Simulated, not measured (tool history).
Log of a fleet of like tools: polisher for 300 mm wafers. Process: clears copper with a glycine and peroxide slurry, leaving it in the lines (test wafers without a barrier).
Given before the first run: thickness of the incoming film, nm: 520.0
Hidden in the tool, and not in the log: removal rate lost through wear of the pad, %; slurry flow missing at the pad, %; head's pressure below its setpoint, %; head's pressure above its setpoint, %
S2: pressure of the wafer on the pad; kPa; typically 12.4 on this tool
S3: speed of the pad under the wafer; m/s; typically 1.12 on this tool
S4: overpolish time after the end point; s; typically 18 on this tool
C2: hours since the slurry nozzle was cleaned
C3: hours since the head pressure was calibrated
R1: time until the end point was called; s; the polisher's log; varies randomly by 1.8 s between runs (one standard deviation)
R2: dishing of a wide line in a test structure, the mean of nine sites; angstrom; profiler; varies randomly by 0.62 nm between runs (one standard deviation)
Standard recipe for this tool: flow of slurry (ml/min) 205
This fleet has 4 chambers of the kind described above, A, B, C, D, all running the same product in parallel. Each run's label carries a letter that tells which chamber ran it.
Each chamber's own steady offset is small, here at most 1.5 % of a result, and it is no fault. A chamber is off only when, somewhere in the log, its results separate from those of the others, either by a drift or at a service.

{"run": "1A", "hour": 14.7, "flow of slurry (ml/min)": 205, "S2": 12.4, "S3": 1.12, "S4": 18, "wafers polished on this pad": 362, "C2": 255.1, "C3": 783.9, "R1": 140.48, "R2": 435.03}
{"hour": 14.9, "done": "chamber B: worn pad replaced by a new one"}
{"run": "2C", "hour": 21.9, "flow of slurry (ml/min)": 205, "S2": 12.4, "S3": 1.12, "S4": 18, "wafers polished on this pad": 342, "C2": 288.0, "C3": 1053.8, "R1": 144.41, "R2": 429.46}
{"hour": 33.5, "done": "chamber A: worn pad replaced by a new one"}
{"run": "3B", "hour": 33.5, "flow of slurry (ml/min)": 205, "S2": 12.4, "S3": 1.12, "S4": 18, "wafers polished on this pad": 109, "C2": 124.2, "C3": 214.9, "R1": 143.73, "R2": 425.04}
{"hour": 43.4, "done": "chamber D: worn pad replaced by a new one"}
{"run": "4D", "hour": 47.8, "flow of slurry (ml/min)": 205, "S2": 12.4, "S3": 1.12, "S4": 18, "wafers polished on this pad": 25, "C2": 490.3, "C3": 115.9, "R1": 141.12, "R2": 429.43}
{"run": "5A", "hour": 62.0, "flow of slurry (ml/min)": 205, "S2": 12.4, "S3": 1.12, "S4": 18, "wafers polished on this pad": 166, "C2": 302.4, "C3": 831.2, "R1": 144.78, "R2": 430.1}
{"hour": 68.7, "done": "chamber C: worn pad replaced by a new one"}
{"run": "6B", "hour": 70.2, "flow of slurry (ml/min)": 250, "S2": 12.4, "S3": 0.76, "S4": 18, "wafers polished on this pad": 323, "C2": 160.9, "C3": 251.6, "R1": 181.91, "R2": 347.86}
{"run": "7D", "hour": 77.8, "flow of slurry (ml/min)": 250, "S2": 12.4, "S3": 0.76, "S4": 18, "wafers polished on this pad": 201, "C2": 520.3, "C3": 145.9, "R1": 181.77, "R2": 339.63}
{"hour": 85.3, "done": "chamber B: head pressure recalibrated"}
{"run": "8C", "hour": 87.0, "flow of slurry (ml/min)": 250, "S2": 12.4, "S3": 0.76, "S4": 18, "wafers polished on this pad": 107, "C2": 353.1, "C3": 1118.9, "R1": 187.0, "R2": 347.81}
{"run": "9B", "hour": 95.0, "flow of slurry (ml/min)": 250, "S2": 12.4, "S3": 0.76, "S4": 18, "wafers polished on this pad": 468, "C2": 185.7, "C3": 9.8, "R1": 183.39, "R2": 344.02}
{"run": "10C", "hour": 102.3, "flow of slurry (ml/min)": 240, "S2": 12.4, "S3": 1.28, "S4": 18, "wafers polished on this pad": 196, "C2": 368.4, "C3": 1134.2, "R1": 125.8, "R2": 459.85}
{"hour": 103.1, "done": "chamber B: slurry nozzle cleaned"}
{"run": "11D", "hour": 113.1, "flow of slurry (ml/min)": 240, "S2": 12.4, "S3": 1.28, "S4": 18, "wafers polished on this pad": 407, "C2": 555.6, "C3": 181.2, "R1": 122.28, "R2": 471.23}
{"run": "12A", "hour": 123.0, "flow of slurry (ml/min)": 240, "S2": 12.4, "S3": 1.28, "S4": 18, "wafers polished on this pad": 522, "C2": 363.4, "C3": 892.2, "R1": 128.46, "R2": 480.58}
{"hour": 124.0, "done": "chamber A: worn pad replaced by a new one"}
{"run": "13A", "hour": 132.8, "flow of slurry (ml/min)": 240, "S2": 12.4, "S3": 1.28, "S4": 18, "wafers polished on this pad": 51, "C2": 373.2, "C3": 902.0, "R1": 127.64, "R2": 482.81}
{"run": "14D", "hour": 147.0, "flow of slurry (ml/min)": 205, "S2": 12.4, "S3": 1.12, "S4": 18, "wafers polished on this pad": 605, "C2": 589.5, "C3": 215.1, "R1": 143.84, "R2": 426.02}
{"hour": 147.1, "done": "chamber C: slurry nozzle cleaned"}
{"run": "15B", "hour": 153.9, "flow of slurry (ml/min)": 205, "S2": 12.4, "S3": 1.12, "S4": 18, "wafers polished on this pad": 812, "C2": 50.9, "C3": 68.7, "R1": 139.29, "R2": 421.09}
{"run": "16C", "hour": 165.1, "flow of slurry (ml/min)": 205, "S2": 12.4, "S3": 1.12, "S4": 18, "wafers polished on this pad": 563, "C2": 18.1, "C3": 1197.0, "R1": 144.27, "R2": 422.11}
{"run": "17B", "hour": 172.3, "flow of slurry (ml/min)": 205, "S2": 12.4, "S3": 1.12, "S4": 18, "wafers polished on this pad": 919, "C2": 69.3, "C3": 87.1, "R1": 139.56, "R2": 425.78}
{"hour": 172.5, "done": "chamber C: head pressure recalibrated"}
{"run": "18A", "hour": 179.4, "flow of slurry (ml/min)": 205, "S2": 12.4, "S3": 1.12, "S4": 18, "wafers polished on this pad": 323, "C2": 419.8, "C3": 948.6, "R1": 140.71, "R2": 435.72}
{"hour": 179.9, "done": "chamber C: worn pad replaced by a new one"}
{"hour": 191.1, "done": "chamber A: slurry nozzle cleaned"}
{"run": "19D", "hour": 193.3, "flow of slurry (ml/min)": 205, "S2": 12.4, "S3": 1.12, "S4": 18, "wafers polished on this pad": 875, "C2": 635.8, "C3": 261.4, "R1": 139.39, "R2": 434.39}
{"run": "20C", "hour": 201.2, "flow of slurry (ml/min)": 205, "S2": 12.4, "S3": 1.12, "S4": 18, "wafers polished on this pad": 124, "C2": 54.2, "C3": 28.7, "R1": 141.26, "R2": 421.63}
{"hour": 207.2, "done": "chamber A: worn pad replaced by a new one"}
{"run": "21A", "hour": 211.2, "flow of slurry (ml/min)": 205, "S2": 12.4, "S3": 1.12, "S4": 18, "wafers polished on this pad": 23, "C2": 20.1, "C3": 980.4, "R1": 141.03, "R2": 440.9}
{"hour": 215.6, "done": "chamber A: head pressure recalibrated"}
{"run": "22C", "hour": 221.2, "flow of slurry (ml/min)": 205, "S2": 12.4, "S3": 1.12, "S4": 18, "wafers polished on this pad": 241, "C2": 74.2, "C3": 48.7, "R1": 140.2, "R2": 422.69}
{"run": "23B", "hour": 234.4, "flow of slurry (ml/min)": 205, "S2": 12.4, "S3": 1.12, "S4": 18, "wafers polished on this pad": 1282, "C2": 131.4, "C3": 149.2, "R1": 143.11, "R2": 419.95}
{"hour": 238.3, "done": "chamber B: worn pad replaced by a new one"}
{"run": "24D", "hour": 247.2, "flow of slurry (ml/min)": 205, "S2": 12.4, "S3": 1.12, "S4": 18, "wafers polished on this pad": 1190, "C2": 689.7, "C3": 315.3, "R1": 140.22, "R2": 423.82}
{"run": "25A", "hour": 254.9, "flow of slurry (ml/min)": 205, "S2": 12.4, "S3": 1.12, "S4": 18, "wafers polished on this pad": 279, "C2": 63.8, "C3": 39.3, "R1": 145.65, "R2": 445.93}
{"hour": 262.0, "done": "chamber D: worn pad replaced by a new one"}
{"run": "26D", "hour": 268.6, "flow of slurry (ml/min)": 205, "S2": 12.4, "S3": 1.12, "S4": 18, "wafers polished on this pad": 38, "C2": 711.1, "C3": 336.7, "R1": 140.53, "R2": 429.45}
{"run": "27C", "hour": 278.0, "flow of slurry (ml/min)": 205, "S2": 12.4, "S3": 1.12, "S4": 18, "wafers polished on this pad": 573, "C2": 131.0, "C3": 105.5, "R1": 143.03, "R2": 427.01}
{"hour": 286.8, "done": "chamber C: worn pad replaced by a new one"}
{"hour": 289.0, "done": "chamber A: worn pad replaced by a new one"}
{"run": "28B", "hour": 291.1, "flow of slurry (ml/min)": 205, "S2": 12.4, "S3": 1.12, "S4": 18, "wafers polished on this pad": 308, "C2": 188.1, "C3": 205.9, "R1": 143.67, "R2": 426.06}
{"run": "29A", "hour": 298.2, "flow of slurry (ml/min)": 205, "S2": 12.4, "S3": 1.12, "S4": 18, "wafers polished on this pad": 54, "C2": 107.1, "C3": 82.6, "R1": 145.48, "R2": 423.21}
{"run": "30C", "hour": 313.1, "flow of slurry (ml/min)": 205, "S2": 12.4, "S3": 1.5, "S4": 9, "wafers polished on this pad": 153, "C2": 166.1, "C3": 140.6, "R1": 109.29, "R2": 280.01}
{"hour": 319.2, "done": "chamber B: slurry nozzle cleaned"}
{"run": "31B", "hour": 322.1, "flow of slurry (ml/min)": 205, "S2": 12.4, "S3": 1.5, "S4": 9, "wafers polished on this pad": 489, "C2": 3.0, "C3": 236.9, "R1": 114.97, "R2": 282.22}
{"run": "32D", "hour": 328.7, "flow of slurry (ml/min)": 205, "S2": 12.4, "S3": 1.5, "S4": 9, "wafers polished on this pad": 390, "C2": 771.2, "C3": 396.8, "R1": 110.88, "R2": 286.83}
{"run": "33D", "hour": 341.9, "flow of slurry (ml/min)": 205, "S2": 12.4, "S3": 1.5, "S4": 9, "wafers polished on this pad": 467, "C2": 784.4, "C3": 410.0, "R1": 110.09, "R2": 284.88}
{"run": "34B", "hour": 354.8, "flow of slurry (ml/min)": 205, "S2": 12.4, "S3": 1.12, "S4": 18, "wafers polished on this pad": 680, "C2": 35.7, "C3": 269.6, "R1": 139.6, "R2": 426.06}
{"run": "35C", "hour": 361.9, "flow of slurry (ml/min)": 205, "S2": 12.4, "S3": 1.12, "S4": 18, "wafers polished on this pad": 438, "C2": 214.9, "C3": 189.4, "R1": 142.44, "R2": 439.62}
{"run": "36A", "hour": 371.1, "flow of slurry (ml/min)": 205, "S2": 12.4, "S3": 1.12, "S4": 18, "wafers polished on this pad": 479, "C2": 180.0, "C3": 155.5, "R1": 145.02, "R2": 440.3}
{"run": "37B", "hour": 382.4, "flow of slurry (ml/min)": 205, "S2": 12.4, "S3": 0.98, "S4": 8, "wafers polished on this pad": 842, "C2": 63.3, "C3": 297.2, "R1": 158.11, "R2": 191.92}
{"hour": 395.2, "done": "chamber C: worn pad replaced by a new one"}
{"run": "38C", "hour": 395.3, "flow of slurry (ml/min)": 205, "S2": 12.4, "S3": 0.98, "S4": 8, "wafers polished on this pad": 0, "C2": 248.3, "C3": 222.8, "R1": 158.72, "R2": 191.74}

Next, every chamber runs the same settings. What will each give?
{"run": "39A", "hour": 406.1, "flow of slurry (ml/min)": 205, "S2": 12.4, "S3": 1.12, "S4": 18, "R1": "?", "R2": "?"}
{"run": "39B", "hour": 406.1, "flow of slurry (ml/min)": 205, "S2": 12.4, "S3": 1.12, "S4": 18, "R1": "?", "R2": "?"}
{"run": "39C", "hour": 406.1, "flow of slurry (ml/min)": 205, "S2": 12.4, "S3": 1.12, "S4": 18, "R1": "?", "R2": "?"}
{"run": "39D", "hour": 406.1, "flow of slurry (ml/min)": 205, "S2": 12.4, "S3": 1.12, "S4": 18, "R1": "?", "R2": "?"}

run=39A R1=142.92 R2=433.58
run=39B R1=143.91 R2=433.46
run=39C R1=141.67 R2=423.35
run=39D R1=139.64 R2=422.23
